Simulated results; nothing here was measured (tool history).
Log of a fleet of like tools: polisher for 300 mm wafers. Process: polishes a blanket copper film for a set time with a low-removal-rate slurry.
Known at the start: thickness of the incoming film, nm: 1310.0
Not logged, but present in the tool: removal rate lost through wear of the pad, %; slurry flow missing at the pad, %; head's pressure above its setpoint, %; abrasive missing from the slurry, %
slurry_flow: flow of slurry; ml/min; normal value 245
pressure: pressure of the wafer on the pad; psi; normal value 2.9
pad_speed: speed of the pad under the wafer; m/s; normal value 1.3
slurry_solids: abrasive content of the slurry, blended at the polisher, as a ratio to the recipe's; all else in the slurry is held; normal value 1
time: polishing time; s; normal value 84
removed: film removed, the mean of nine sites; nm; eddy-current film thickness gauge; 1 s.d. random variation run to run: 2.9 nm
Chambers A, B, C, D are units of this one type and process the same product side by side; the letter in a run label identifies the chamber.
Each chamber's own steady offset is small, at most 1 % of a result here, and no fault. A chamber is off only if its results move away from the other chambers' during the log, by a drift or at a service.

run	hour	slurry_flow	pressure	pad_speed	slurry_solids	time	wafers polished on this pad	hours since the slurry nozzle was cleaned	hours since the head pressure was calibrated	hours since the slurry blender was calibrated	removed
1A	3.9	245	2.9	1.3	1	84	1266	270.3	251.4	98.6	284.83
2D	7.9	245	2.9	1.3	1	84	454	99.1	1097	103.7	284.17
3B	10.8	245	2.9	1.3	1	84	512	211.6	367.1	182.8	276.88
4C	13.6	245	2.9	1.3	1	84	534	219	714.7	210.9	281.29
5D	17.2	245	2.9	1.3	1	84	506	108.4	1106.3	113	284.17
6C	19.5	245	2.9	1.3	1	84	567	224.9	720.6	216.8	285.42
7B	23.1	245	2.9	1.3	1	84	580	223.9	379.4	195.1	276.56
8A	25.7	245	2.9	1.3	1	84	1388	292.1	273.2	120.4	284.93
# hour 26.9: chamber C: worn pad replaced by a new one
# hour 27.4: chamber A: worn pad replaced by a new one
9D	29.9	245	2.9	1.3	1	84	577	121.1	1119	125.7	289.96
10C	33.3	245	2.9	1.3	1	84	36	238.7	734.4	230.6	289.33
11B	36.6	245	2.9	1.3	1	84	656	237.4	392.9	208.6	284.56
# hour 39.9: chamber D: worn pad replaced by a new one
12A	40.3	245	2.9	1.3	1	84	72	306.7	287.8	135	294.95
# hour 41.4: chamber D: head pressure recalibrated
13D	44	245	2.9	1.3	1	84	23	135.2	2.6	139.8	283.81
14B	48.7	245	2.9	1.3	1	84	724	249.5	405	220.7	281.55
15C	51.8	325	2.9	1.62	1	84	139	257.2	752.9	249.1	368.26
16A	56.4	325	2.9	1.62	1	84	162	322.8	303.9	151.1	373.76
17B	60	325	2.9	1.62	1	84	787	260.8	416.3	232	366.8
18D	64.2	325	2.9	1.62	1	84	136	155.4	22.8	160	361.52
19A	68.9	245	2.9	1.3	1	84	232	335.3	316.4	163.6	290.17
20C	73.2	245	2.9	1.3	1	84	259	278.6	774.3	270.5	283.38
21B	76	245	2.9	1.3	1	84	876	276.8	432.3	248	285.28
22A	78.4	245	2.9	1.3	1	84	285	344.8	325.9	173.1	297.74
# hour 81.1: chamber B: slurry nozzle cleaned
23C	81.5	245	2.9	1.3	1	84	305	286.9	782.6	278.8	283.9
24D	85.5	245	2.9	1.3	1	84	255	176.7	44.1	181.3	284
25A	88.7	245	2.9	1.3	1	84	342	355.1	336.2	183.4	296.9
26D	92.3	245	2.9	1.3	1	84	293	183.5	50.9	188.1	281.62
27C	95.6	245	2.9	1.3	1	84	384	301	796.7	292.9	287.06
28B	97.7	245	2.9	1.3	1	84	997	16.7	454	269.7	285.25
29A	100	245	2.9	1.3	1	84	406	366.4	347.5	194.7	300.37
30D	104.6	245	2.9	1.3	1	84	362	195.8	63.2	200.4	279.8
# hour 106.3: chamber B: slurry blender recalibrated
31C	108.8	245	2.5	1.3	1.25	84	458	314.2	809.9	306.1	259.71
32B	113.2	245	2.5	1.3	1.25	84	1084	32.2	469.5	6.9	260.94
33C	117.9	245	2.5	1.3	1.25	84	509	323.3	819	315.2	259.39
34A	121.9	245	2.5	1.3	1.25	84	528	388.3	369.4	216.6	271.74
# hour 125.3: chamber B: worn pad replaced by a new one
35D	126.2	245	2.9	1.3	1	84	482	217.4	84.8	222	284.79
36B	129.3	245	2.9	1.7	1	75	22	48.3	485.6	23	329.49

Next, every chamber runs the same settings. What will each give?
37A	132.7	245	2.4	1.3	1	84					?
37B	132.7	245	2.4	1.3	1	84					?
37C	132.7	245	2.4	1.3	1	84					?
37D	132.7	245	2.4	1.3	1	84					?

run	removed
37A	255.08
37B	235.08
37C	237.81
37D	235.18
